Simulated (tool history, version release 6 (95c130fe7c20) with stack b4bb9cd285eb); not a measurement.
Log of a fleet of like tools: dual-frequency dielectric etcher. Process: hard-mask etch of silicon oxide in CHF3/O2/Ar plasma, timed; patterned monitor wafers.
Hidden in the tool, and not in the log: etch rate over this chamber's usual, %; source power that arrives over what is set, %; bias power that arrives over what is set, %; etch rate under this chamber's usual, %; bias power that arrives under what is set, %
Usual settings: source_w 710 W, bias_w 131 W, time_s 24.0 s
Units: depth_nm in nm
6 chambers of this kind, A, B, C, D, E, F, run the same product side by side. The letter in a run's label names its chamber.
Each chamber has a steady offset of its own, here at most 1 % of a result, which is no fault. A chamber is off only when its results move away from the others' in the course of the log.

run,day,source_w,bias_w,time_s,hours since the last wet clean,hours since the last source power generator calibration,hours since the last bias power generator calibration,"read-back reference wafer on the same gauge, depth_nm",depth_nm
# day 0.350: chamber E: wet clean of the chamber
1E,0.396,710,131,24.0,1.1,1180.7,1079.0,44.773,45.463
2D,0.658,710,131,24.0,254.8,2760.5,977.2,44.813,45.759
3B,0.954,710,131,24.0,58.8,699.0,261.7,44.812,45.725
4F,1.208,710,131,24.0,167.3,1051.4,676.0,44.807,45.575
5A,1.492,710,131,24.0,276.3,2456.7,1129.7,44.839,46.103
6C,1.917,710,131,24.0,101.5,3746.7,686.6,44.762,45.783
7E,2.171,710,131,24.0,43.7,1223.3,1121.6,44.834,45.649
8D,2.575,710,131,24.0,300.8,2806.5,1023.2,44.803,45.579
9F,2.800,710,131,24.0,205.5,1089.6,714.2,44.734,45.965
# day 2.808: chamber A: source power generator calibrated
10B,3.079,710,131,24.0,109.8,750.0,312.7,44.775,45.369
11C,3.433,710,131,24.0,137.9,3783.1,723.0,44.796,45.934
12A,3.779,710,131,24.0,331.2,23.3,1184.6,44.812,46.077
13B,4.071,710,131,24.0,133.6,773.8,336.5,44.762,45.785
14E,4.512,790,131,24.0,99.9,1279.5,1177.8,44.791,47.587
15D,4.929,790,131,24.0,357.3,2863.0,1079.7,44.830,47.353
16A,5.208,790,131,24.0,365.5,57.6,1218.9,44.818,47.790
17F,5.604,790,131,24.0,272.8,1156.9,781.5,44.832,47.471
18C,5.908,790,131,24.0,197.3,3842.5,782.4,44.784,47.879
19F,6.196,790,131,24.0,287.0,1171.1,795.7,44.756,47.827
20C,6.604,710,107,24.0,214.0,3859.2,799.1,44.825,43.321
21A,6.958,710,107,24.0,407.5,99.6,1260.9,44.792,43.325
# day 7.262: chamber F: wet clean of the chamber
22B,7.325,710,107,24.0,211.7,851.9,414.6,44.773,43.103
23E,7.588,710,107,24.0,173.7,1353.3,1251.6,44.794,42.615
24D,7.846,710,107,24.0,427.3,2933.0,1149.7,44.800,43.217
25F,8.062,710,107,24.0,19.2,1215.9,840.5,44.758,45.015
# day 8.083: chamber A: wet clean of the chamber
26A,8.517,710,131,24.0,10.4,137.0,1298.3,44.787,46.049
27E,8.979,710,131,24.0,207.1,1386.7,1285.0,44.732,45.964
28B,9.408,710,131,24.0,261.7,901.9,464.6,44.828,45.700
29D,9.846,870,131,29.5,475.3,2981.0,1197.7,44.810,60.592
30C,10.183,870,131,29.5,299.9,3945.1,885.0,44.764,61.039
# day 10.304: chamber D: wet clean of the chamber
31C,10.471,870,131,29.5,306.8,3952.0,891.9,44.796,61.345
32F,10.754,870,131,29.5,83.8,1280.5,905.1,44.785,64.082
33E,11.088,870,131,29.5,257.7,1437.3,1335.6,44.842,60.547
34D,11.504,870,131,29.5,28.8,3020.8,1237.5,44.791,60.463
35A,11.800,710,131,24.0,89.2,215.8,1377.1,44.784,45.838
36B,12.079,710,131,24.0,325.8,966.0,528.7,44.808,45.866
# day 12.225: chamber C: wet clean of the chamber
37C,12.396,710,131,24.0,4.1,3998.2,938.1,44.806,45.816
38B,12.683,710,131,24.0,340.3,980.5,543.2,44.819,45.940
39A,12.962,710,131,24.0,117.1,243.7,1405.0,44.865,45.973
40D,13.292,710,131,24.0,71.7,3063.7,1280.4,44.788,45.656
41E,13.692,710,131,24.0,320.2,1499.8,1398.1,44.833,45.578
42F,14.117,710,131,24.0,164.5,1361.2,985.8,44.779,47.801
43B,14.354,710,131,24.0,380.4,1020.6,583.3,44.808,45.492

What goes on in this fleet: one chamber off, a drifting gauge, or nothing beyond the chambers' own small offsets? Name the chamber and the cause, if any.

A service left chamber F off against the others.
Cause: etch rate over this chamber's usual, % = 4.47.

Here are 4 candidates for chamber F's next run, each the usual settings with a change, their results left as question marks. Which one brings its results back in line with what the others give on the usual settings?
In line means no further than this from the other chambers' mean on the usual settings: depth_nm 0.600 nm
44F-1,14.688,700,130,23.0,,,,,?
44F-2,14.688,720,132,25.0,,,,,?
44F-3,14.688,710,161,24.0,,,,,?
44F-4,14.688,710,129,22.5,,,,,?

The other chambers' mean on the usual settings: depth_nm 45.761 nm
run,depth_nm
44F-1,45.575
44F-2,50.314
44F-3,51.125
44F-4,44.724
44F-1 brings the chamber back in line.
